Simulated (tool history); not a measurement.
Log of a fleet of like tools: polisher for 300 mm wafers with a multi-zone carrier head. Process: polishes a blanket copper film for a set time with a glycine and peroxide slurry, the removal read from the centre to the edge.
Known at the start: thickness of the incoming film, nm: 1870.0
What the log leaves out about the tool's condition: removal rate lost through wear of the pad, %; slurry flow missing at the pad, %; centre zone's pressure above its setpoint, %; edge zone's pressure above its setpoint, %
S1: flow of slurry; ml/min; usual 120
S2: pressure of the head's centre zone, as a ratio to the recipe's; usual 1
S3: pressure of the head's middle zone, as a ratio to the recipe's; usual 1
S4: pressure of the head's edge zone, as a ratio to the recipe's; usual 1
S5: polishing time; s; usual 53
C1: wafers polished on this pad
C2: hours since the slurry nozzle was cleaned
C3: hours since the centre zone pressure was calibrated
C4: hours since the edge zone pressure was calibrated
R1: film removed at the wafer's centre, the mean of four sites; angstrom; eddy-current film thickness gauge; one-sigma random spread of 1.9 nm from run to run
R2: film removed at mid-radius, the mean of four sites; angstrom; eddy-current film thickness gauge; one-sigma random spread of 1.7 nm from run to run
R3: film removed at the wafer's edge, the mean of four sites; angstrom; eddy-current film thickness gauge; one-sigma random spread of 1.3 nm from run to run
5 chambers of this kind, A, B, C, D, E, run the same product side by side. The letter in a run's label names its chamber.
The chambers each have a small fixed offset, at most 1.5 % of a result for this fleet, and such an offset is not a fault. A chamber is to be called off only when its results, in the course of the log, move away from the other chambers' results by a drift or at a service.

run 1B hour=10.3 | S1=120 S2=1 S3=1 S4=1 S5=53 | C1=431 C2=165.2 C3=214.6 C4=481.8 | R1=2029.4 R2=1999.3 R3=2019.3
-- hour=14.4 chamber D: worn pad replaced by a new one
run 2E hour=17.6 | S1=120 S2=1 S3=1 S4=1 S5=53 | C1=208 C2=254.8 C3=452.1 C4=22.8 | R1=2015.8 R2=2022.2 R3=1987.6
run 3D hour=27.4 | S1=120 S2=1 S3=1 S4=1 S5=53 | C1=140 C2=682.1 C3=249.2 C4=303.9 | R1=2003.5 R2=1970.3 R3=1977.8
-- hour=37.5 chamber B: edge zone pressure recalibrated
run 4A hour=37.8 | S1=120 S2=1 S3=1 S4=1 S5=53 | C1=1168 C2=235.9 C3=320.1 C4=523.9 | R1=2011.6 R2=2037.1 R3=2031.3
-- hour=39.1 chamber C: worn pad replaced by a new one
-- hour=40 chamber A: worn pad replaced by a new one
run 5C hour=48.4 | S1=120 S2=1 S3=1 S4=1 S5=53 | C1=100 C2=177.8 C3=257.2 C4=522.6 | R1=2038.6 R2=2017.7 R3=2003.6
run 6B hour=58.5 | S1=120 S2=1 S3=1 S4=1 S5=53 | C1=949 C2=213.4 C3=262.8 C4=21.1 | R1=1997.5 R2=2018.8 R3=2008.7
run 7A hour=63.2 | S1=120 S2=1 S3=1 S4=1 S5=53 | C1=249 C2=261.3 C3=345.5 C4=549.3 | R1=2024 R2=2003.2 R3=2035.6
-- hour=65.3 chamber D: worn pad replaced by a new one
run 8E hour=70.3 | S1=120 S2=1 S3=1 S4=1 S5=53 | C1=774 C2=307.5 C3=504.8 C4=75.5 | R1=2044.7 R2=2038.7 R3=1994.1
-- hour=71.6 chamber B: worn pad replaced by a new one
-- hour=73.4 chamber E: centre zone pressure recalibrated
-- hour=73.5 chamber E: worn pad replaced by a new one
run 9C hour=75.9 | S1=120 S2=1 S3=1 S4=1 S5=53 | C1=396 C2=205.3 C3=284.7 C4=550.1 | R1=2014.6 R2=2015 R3=2010.7
-- hour=85.6 chamber A: slurry nozzle cleaned
run 10D hour=86.1 | S1=100 S2=1 S3=1 S4=1 S5=53 | C1=223 C2=740.8 C3=307.9 C4=362.6 | R1=1926.7 R2=1870.5 R3=1919.9
-- hour=89.4 chamber E: slurry nozzle cleaned
run 11D hour=94.8 | S1=100 S2=1 S3=1 S4=1 S5=53 | C1=317 C2=749.5 C3=316.6 C4=371.3 | R1=1923.8 R2=1870.4 R3=1929.4
-- hour=96.3 chamber C: worn pad replaced by a new one
run 12A hour=100.6 | S1=100 S2=1 S3=1 S4=1 S5=53 | C1=651 C2=15 C3=382.9 C4=586.7 | R1=1891.7 R2=1911 R3=1983.1
run 13E hour=105.5 | S1=100 S2=1 S3=1 S4=1 S5=53 | C1=344 C2=16.1 C3=32.1 C4=110.7 | R1=1916.6 R2=1936.5 R3=1947.2
-- hour=113.7 chamber D: worn pad replaced by a new one
run 14C hour=115.3 | S1=100 S2=1 S3=1 S4=1 S5=53 | C1=204 C2=244.7 C3=324.1 C4=589.5 | R1=1932.6 R2=1935.1 R3=1933.3
run 15B hour=123.3 | S1=120 S2=1 S3=1 S4=1 S5=53 | C1=556 C2=278.2 C3=327.6 C4=85.9 | R1=2016.4 R2=1988.4 R3=2006
run 16A hour=132.3 | S1=120 S2=1 S3=1 S4=1 S5=53 | C1=992 C2=46.7 C3=414.6 C4=618.4 | R1=2025.1 R2=1994.3 R3=2051.6
run 17C hour=139.5 | S1=120 S2=1 S3=1 S4=1 S5=53 | C1=464 C2=268.9 C3=348.3 C4=613.7 | R1=2007.4 R2=2011.4 R3=2003.2
run 18B hour=147.8 | S1=120 S2=1 S3=1 S4=1 S5=53 | C1=819 C2=302.7 C3=352.1 C4=110.4 | R1=2031.7 R2=1983.5 R3=2010
-- hour=148.5 chamber E: worn pad replaced by a new one
-- hour=152 chamber A: worn pad replaced by a new one
run 19E hour=156.8 | S1=120 S2=1 S3=1 S4=1 S5=53 | C1=89 C2=67.4 C3=83.4 C4=162 | R1=2009.5 R2=2014.4 R3=2000.5
run 20D hour=163.8 | S1=120 S2=1 S3=1 S4=1 S5=53 | C1=539 C2=818.5 C3=385.6 C4=440.3 | R1=2138.8 R2=1969.2 R3=2009.2
-- hour=165.4 chamber B: worn pad replaced by a new one
-- hour=166.8 chamber D: slurry nozzle cleaned
-- hour=167.4 chamber C: worn pad replaced by a new one
run 21D hour=169 | S1=120 S2=1 S3=1 S4=1 S5=53 | C1=595 C2=2.2 C3=390.8 C4=445.5 | R1=2123.2 R2=1993.6 R3=2016.2
-- hour=174 chamber D: worn pad replaced by a new one
run 22B hour=174 | S1=120 S2=1 S3=1 S4=1 S5=53 | C1=93 C2=328.9 C3=378.3 C4=136.6 | R1=2014.9 R2=1975.2 R3=2043.4
run 23A hour=181.6 | S1=120 S2=1 S3=1 S4=1 S5=53 | C1=318 C2=96 C3=463.9 C4=667.7 | R1=2007.9 R2=2011.3 R3=2038.6
run 24C hour=192.2 | S1=120 S2=1 S3=1 S4=1 S5=53 | C1=267 C2=321.6 C3=401 C4=666.4 | R1=2057.5 R2=2001 R3=1994.4
run 25E hour=197.5 | S1=120 S2=1 S3=1 S4=1 S5=53 | C1=527 C2=108.1 C3=124.1 C4=202.7 | R1=2004.7 R2=2030.6 R3=1991.3
run 26D hour=205.9 | S1=120 S2=1 S3=1 S4=1 S5=53 | C1=343 C2=39.1 C3=427.7 C4=482.4 | R1=2170.5 R2=1981.3 R3=2011
run 27C hour=213.4 | S1=120 S2=1 S3=1 S4=1 S5=53 | C1=494 C2=342.8 C3=422.2 C4=687.6 | R1=1995.3 R2=1997.4 R3=2003.5
-- hour=220 chamber E: worn pad replaced by a new one
-- hour=220.8 chamber C: worn pad replaced by a new one
run 28A hour=222.6 | S1=120 S2=1 S3=1 S4=1 S5=53 | C1=758 C2=137 C3=504.9 C4=708.7 | R1=2033 R2=2004.6 R3=2059
run 29E hour=227.2 | S1=120 S2=1 S3=0.96 S4=1 S5=53 | C1=77 C2=137.8 C3=153.8 C4=232.4 | R1=2026.1 R2=1911.9 R3=1999.9
run 30B hour=233.1 | S1=120 S2=1 S3=0.96 S4=1 S5=53 | C1=728 C2=388 C3=437.4 C4=195.7 | R1=1996.8 R2=1910.2 R3=2022.8
-- hour=234.7 chamber D: worn pad replaced by a new one
run 31A hour=238.3 | S1=120 S2=1 S3=0.96 S4=1 S5=53 | C1=927 C2=152.7 C3=520.6 C4=724.4 | R1=1997.6 R2=1931.4 R3=2029.8
run 32E hour=243.3 | S1=120 S2=1 S3=0.96 S4=1 S5=53 | C1=250 C2=153.9 C3=169.9 C4=248.5 | R1=1996.1 R2=1917.1 R3=1994.3
run 33D hour=250.8 | S1=120 S2=1 S3=0.96 S4=1 S5=53 | C1=173 C2=84 C3=472.6 C4=527.3 | R1=2196.2 R2=1927.8 R3=2014.8
run 34C hour=259.5 | S1=120 S2=1 S3=1 S4=1 S5=53 | C1=416 C2=388.9 C3=468.3 C4=733.7 | R1=2019.5 R2=1996.1 R3=1998.1
-- hour=262.9 chamber B: worn pad replaced by a new one
run 35B hour=266.1 | S1=120 S2=1 S3=1 S4=1 S5=53 | C1=35 C2=421 C3=470.4 C4=228.7 | R1=2019.7 R2=1980.1 R3=1997.5

Which is it: a chamber that has drifted or been left off by a service, a gauge drift common to all chambers, or only each chamber's usual small offset? If a chamber is off, name it and its likeliest cause.

It is chamber D that slowly wanders off from its peers.
What lies behind it: centre zone's pressure above its setpoint, % = 9.77.

Below are 4 candidate recipes for chamber D's next run, each the usual settings with a change, their results shown as question marks. Which of them brings D's results back in line with what the other chambers give on the usual settings?
Maximum distance from the other chambers' mean on the usual settings for a result to count as in line: R1 66 angstrom; R2 59 angstrom; R3 45 angstrom
run 36D-1 hour=273.7 | S1=125 S2=1.08 S3=0.97 S4=0.98 S5=53 | R1=? R2=? R3=?
run 36D-2 hour=273.7 | S1=115 S2=0.93 S3=1.03 S4=1.02 S5=53 | R1=? R2=? R3=?
run 36D-3 hour=273.7 | S1=120 S2=1.02 S3=0.99 S4=0.99 S5=53 | R1=? R2=? R3=?
run 36D-4 hour=273.7 | S1=120 S2=0.98 S3=1.01 S4=1.01 S5=53 | R1=? R2=? R3=?

Mean of the other chambers on the usual settings: R1 2016.3 angstrom; R2 2006.9 angstrom; R3 2011 angstrom
run=36D-1 R1=2438.7 R2=1950.1 R3=2015.1
run=36D-2 R1=2030.5 R2=2020 R3=2028
run=36D-3 R1=2269.2 R2=1968.1 R3=2011.8
run=36D-4 R1=2174 R2=2004.5 R3=2032.5
36D-2 is the one that brings the chamber's results back in line with the other chambers.
